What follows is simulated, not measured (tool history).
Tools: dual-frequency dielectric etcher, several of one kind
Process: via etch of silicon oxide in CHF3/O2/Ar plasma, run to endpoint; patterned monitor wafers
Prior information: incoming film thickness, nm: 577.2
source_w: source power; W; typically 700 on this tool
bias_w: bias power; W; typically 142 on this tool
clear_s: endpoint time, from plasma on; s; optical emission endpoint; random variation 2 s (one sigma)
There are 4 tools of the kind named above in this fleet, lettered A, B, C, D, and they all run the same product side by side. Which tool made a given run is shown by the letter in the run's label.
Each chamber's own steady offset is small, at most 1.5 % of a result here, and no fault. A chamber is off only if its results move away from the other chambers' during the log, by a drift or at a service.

run   hour  source_w  bias_w  clear_s
 1C    9.7       700     142   297.69
 2D   19.2       700     142   299.31
 3B   30.2       700     142   299.01
 4A   40.6       700     142   294.23
      49.2  -- chamber C: wet clean of the chamber
 5D   53.3       700     142   295.82
 6C   66.0       700     142   298.69
 7A   81.5       700     142   290.34
 8B   94.7       700     142   297.91
 9C  102.6       700     142   296.31
10B  112.0       700     142   295.67
11D  122.7       700     142   298.50
12A  135.6       700     142   292.81
13A  146.9       700     142   293.68
14B  158.8       700     142   296.33
15D  167.4       700     142   297.95
16C  176.3       700     142   294.65
     188.2  -- chamber D: bias power generator calibrated
17C  189.6       750     142   284.82
18D  204.8       750     142   291.42
19B  217.4       750     142   288.70
20A  226.9       750     142   286.48
21A  241.2       700     142   295.39
22B  250.1       700     142   297.00
     255.1  -- chamber D: wet clean of the chamber
23C  263.0       700     142   297.89
     265.2  -- chamber A: bias power generator calibrated
24D  270.4       700     142   294.30
25D  277.5       700     142   297.11
26A  293.1       700     142   293.75
27C  307.3       570     155   312.43
28B  316.5       570     155   311.74
29C  331.2       570     155   314.25
30D  343.9       570     155   311.49
31B  359.3       770     142   282.22
32A  367.2       770     142   282.94
     380.3  -- chamber B: wet clean of the chamber
33B  382.8       770     142   284.80
     384.5  -- chamber A: wet clean of the chamber
     390.3  -- chamber C: wet clean of the chamber
34A  390.3       770     142   283.65
35C  397.6       700     142   292.70
36D  409.7       700     142   295.77
37A  419.2       700     142   290.19
38B  427.0       700     142   301.52

Next, all 4 chambers run the settings below, one line each with question marks for the results. What does each chamber give?
39A  438.6       700     176        ?
39B  438.6       700     176        ?
39C  438.6       700     176        ?
39D  438.6       700     176        ?

run  clear_s
39A   275.51
39B   277.25
39C   275.73
39D   276.66
